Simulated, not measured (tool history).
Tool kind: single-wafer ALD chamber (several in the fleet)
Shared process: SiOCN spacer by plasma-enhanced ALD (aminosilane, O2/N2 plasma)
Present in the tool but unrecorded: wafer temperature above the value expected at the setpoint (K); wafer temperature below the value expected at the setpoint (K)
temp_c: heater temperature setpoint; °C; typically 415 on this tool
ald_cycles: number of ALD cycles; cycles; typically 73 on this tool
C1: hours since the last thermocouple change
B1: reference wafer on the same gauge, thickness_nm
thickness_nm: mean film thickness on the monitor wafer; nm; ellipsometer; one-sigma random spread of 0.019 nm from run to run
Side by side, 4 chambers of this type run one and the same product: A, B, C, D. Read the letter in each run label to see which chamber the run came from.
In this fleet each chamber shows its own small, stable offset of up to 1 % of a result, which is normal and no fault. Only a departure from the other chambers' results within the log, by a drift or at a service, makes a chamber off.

{"run": "1C", "hour": 7.7, "temp_c": 415, "ald_cycles": 73, "C1": 1163.0, "B1": 4.6796, "thickness_nm": 4.1821}
{"run": "2B", "hour": 17.4, "temp_c": 415, "ald_cycles": 73, "C1": 731.2, "B1": 4.6823, "thickness_nm": 4.1474}
{"run": "3A", "hour": 22.1, "temp_c": 415, "ald_cycles": 73, "C1": 828.1, "B1": 4.6796, "thickness_nm": 4.2333}
{"run": "4D", "hour": 29.6, "temp_c": 415, "ald_cycles": 73, "C1": 153.0, "B1": 4.6782, "thickness_nm": 4.1926}
{"run": "5B", "hour": 35.0, "temp_c": 415, "ald_cycles": 73, "C1": 748.8, "B1": 4.6829, "thickness_nm": 4.1253}
{"run": "6D", "hour": 40.3, "temp_c": 415, "ald_cycles": 73, "C1": 163.7, "B1": 4.6794, "thickness_nm": 4.2069}
{"run": "7C", "hour": 49.7, "temp_c": 415, "ald_cycles": 73, "C1": 1205.0, "B1": 4.676, "thickness_nm": 4.21}
{"run": "8A", "hour": 58.6, "temp_c": 402, "ald_cycles": 67, "C1": 864.6, "B1": 4.6787, "thickness_nm": 4.0458}
{"run": "9B", "hour": 64.1, "temp_c": 402, "ald_cycles": 67, "C1": 777.9, "B1": 4.6789, "thickness_nm": 3.9584}
{"run": "10D", "hour": 70.3, "temp_c": 402, "ald_cycles": 67, "C1": 193.7, "B1": 4.6839, "thickness_nm": 4.0689}
{"run": "11C", "hour": 76.2, "temp_c": 402, "ald_cycles": 67, "C1": 1231.5, "B1": 4.688, "thickness_nm": 4.0203}
{"run": "12A", "hour": 85.1, "temp_c": 415, "ald_cycles": 73, "C1": 891.1, "B1": 4.6891, "thickness_nm": 4.2432}
{"run": "13C", "hour": 94.0, "temp_c": 409, "ald_cycles": 87, "C1": 1249.3, "B1": 4.6803, "thickness_nm": 5.0971}
{"run": "14A", "hour": 103.0, "temp_c": 409, "ald_cycles": 87, "C1": 909.0, "B1": 4.684, "thickness_nm": 5.109}
{"run": "15B", "hour": 109.6, "temp_c": 409, "ald_cycles": 87, "C1": 823.4, "B1": 4.6817, "thickness_nm": 5.0703}
{"run": "16D", "hour": 119.2, "temp_c": 409, "ald_cycles": 87, "C1": 242.6, "B1": 4.6781, "thickness_nm": 5.0813}
{"run": "17A", "hour": 128.0, "temp_c": 415, "ald_cycles": 73, "C1": 934.0, "B1": 4.679, "thickness_nm": 4.2307}
{"run": "18D", "hour": 134.4, "temp_c": 415, "ald_cycles": 73, "C1": 257.8, "B1": 4.6827, "thickness_nm": 4.2134}
{"run": "19C", "hour": 143.7, "temp_c": 415, "ald_cycles": 73, "C1": 1299.0, "B1": 4.684, "thickness_nm": 4.1983}
{"run": "20B", "hour": 151.7, "temp_c": 404, "ald_cycles": 81, "C1": 865.5, "B1": 4.6794, "thickness_nm": 4.7845}
{"run": "21D", "hour": 161.0, "temp_c": 404, "ald_cycles": 81, "C1": 284.4, "B1": 4.6747, "thickness_nm": 4.8744}
{"run": "22C", "hour": 169.5, "temp_c": 404, "ald_cycles": 81, "C1": 1324.8, "B1": 4.682, "thickness_nm": 4.7745}
{"run": "23A", "hour": 174.1, "temp_c": 404, "ald_cycles": 81, "C1": 980.1, "B1": 4.6784, "thickness_nm": 4.8281}
{"run": "24B", "hour": 181.6, "temp_c": 404, "ald_cycles": 59, "C1": 895.4, "B1": 4.6774, "thickness_nm": 3.4722}
{"run": "25D", "hour": 191.2, "temp_c": 404, "ald_cycles": 59, "C1": 314.6, "B1": 4.6814, "thickness_nm": 3.5364}
{"run": "26C", "hour": 197.0, "temp_c": 404, "ald_cycles": 59, "C1": 1352.3, "B1": 4.6795, "thickness_nm": 3.5105}
{"run": "27B", "hour": 205.9, "temp_c": 404, "ald_cycles": 59, "C1": 919.7, "B1": 4.6774, "thickness_nm": 3.5027}
{"run": "28A", "hour": 215.1, "temp_c": 415, "ald_cycles": 73, "C1": 1021.1, "B1": 4.6787, "thickness_nm": 4.216}
{"run": "29D", "hour": 220.0, "temp_c": 415, "ald_cycles": 73, "C1": 343.4, "B1": 4.6752, "thickness_nm": 4.1987}
{"run": "30A", "hour": 226.4, "temp_c": 415, "ald_cycles": 73, "C1": 1032.4, "B1": 4.6779, "thickness_nm": 4.1922}
{"run": "31B", "hour": 232.5, "temp_c": 415, "ald_cycles": 73, "C1": 946.3, "B1": 4.6841, "thickness_nm": 4.1815}
{"run": "32C", "hour": 240.9, "temp_c": 415, "ald_cycles": 73, "C1": 1396.2, "B1": 4.6872, "thickness_nm": 4.1718}

For the next run the whole fleet of 4 chambers uses the same settings. Give each chamber's results:
{"run": "33A", "hour": 248.1, "temp_c": 422, "ald_cycles": 73, "thickness_nm": "?"}
{"run": "33B", "hour": 248.1, "temp_c": 422, "ald_cycles": 73, "thickness_nm": "?"}
{"run": "33C", "hour": 248.1, "temp_c": 422, "ald_cycles": 73, "thickness_nm": "?"}
{"run": "33D", "hour": 248.1, "temp_c": 422, "ald_cycles": 73, "thickness_nm": "?"}

run=33A thickness_nm=4.0940
run=33B thickness_nm=4.1117
run=33C thickness_nm=4.0900
run=33D thickness_nm=4.1297
